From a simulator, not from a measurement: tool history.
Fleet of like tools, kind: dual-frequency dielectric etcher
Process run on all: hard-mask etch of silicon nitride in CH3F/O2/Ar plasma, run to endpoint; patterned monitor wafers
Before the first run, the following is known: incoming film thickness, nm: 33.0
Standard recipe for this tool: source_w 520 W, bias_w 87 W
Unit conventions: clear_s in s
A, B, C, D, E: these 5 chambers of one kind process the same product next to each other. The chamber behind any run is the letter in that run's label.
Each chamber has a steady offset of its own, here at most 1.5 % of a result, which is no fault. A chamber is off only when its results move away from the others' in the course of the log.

run,hour,source_w,bias_w,hours since the last wet clean,hours since the last source power generator calibration,hours since the last bias power generator calibration,clear_s
1A,4.9,520,87,352,291.9,859.2,40.409
2C,12.3,520,87,310.3,1797.5,1705.6,39.971
3D,16.2,520,87,215.8,3003.2,1212.1,40.378
4B,23.1,520,87,127.2,3177.3,3089.6,40.886
5E,26.7,520,87,381.7,2071.2,2652.8,40.892
6E,32.4,520,87,387.4,2076.9,2658.5,40.988
7A,35.8,520,87,382.9,322.8,890.1,40.104
# hour 37.3: chamber A: wet clean of the chamber
8B,43.4,520,87,147.5,3197.6,3109.9,40.734
9C,48.2,520,87,346.2,1833.4,1741.5,40.02
10D,55.6,520,87,255.2,3042.6,1251.5,40.379
11D,62.2,520,87,261.8,3049.2,1258.1,40.095
12B,69.6,520,87,173.7,3223.8,3136.1,41.061
# hour 71.3: chamber E: wet clean of the chamber
13C,77.1,520,87,375.1,1862.3,1770.4,39.526
14A,84.6,520,87,47.4,371.6,938.9,40.332
15E,88.3,520,87,17.1,2132.8,2714.4,40.837
16B,92.3,520,87,196.4,3246.5,3158.8,40.991
17E,96.8,430,87,25.6,2141.3,2722.9,43.848
18A,101.9,430,87,64.7,388.9,956.2,43.085
19C,105.9,430,87,403.9,1891.1,1799.2,42.361
20D,111.6,430,87,311.2,3098.6,1307.5,43.514
21B,115.7,430,87,219.8,3269.9,3182.2,44.085
22D,120,520,87,319.6,3107,1315.9,40.402
23E,125.1,520,87,53.9,2169.6,2751.2,41.023
24A,128.7,520,87,91.5,415.7,983,40.156
25C,134.9,520,87,432.9,1920.1,1828.2,38.93
26D,139.7,520,87,339.3,3126.7,1335.6,40.527
27C,144,520,87,442,1929.2,1837.3,38.885
28E,148,520,87,76.8,2192.5,2774.1,40.828
29A,154.3,520,87,117.1,441.3,1008.6,40.23
30B,159,520,87,263.1,3313.2,3225.5,40.976

All chambers now run identical settings, listed one chamber a line with results as question marks. What results will each chamber show?
31A,164.6,520,87,,,,?
31B,164.6,520,87,,,,?
31C,164.6,520,87,,,,?
31D,164.6,520,87,,,,?
31E,164.6,520,87,,,,?

run,clear_s
31A,40.051
31B,40.903
31C,38.975
31D,40.415
31E,40.908

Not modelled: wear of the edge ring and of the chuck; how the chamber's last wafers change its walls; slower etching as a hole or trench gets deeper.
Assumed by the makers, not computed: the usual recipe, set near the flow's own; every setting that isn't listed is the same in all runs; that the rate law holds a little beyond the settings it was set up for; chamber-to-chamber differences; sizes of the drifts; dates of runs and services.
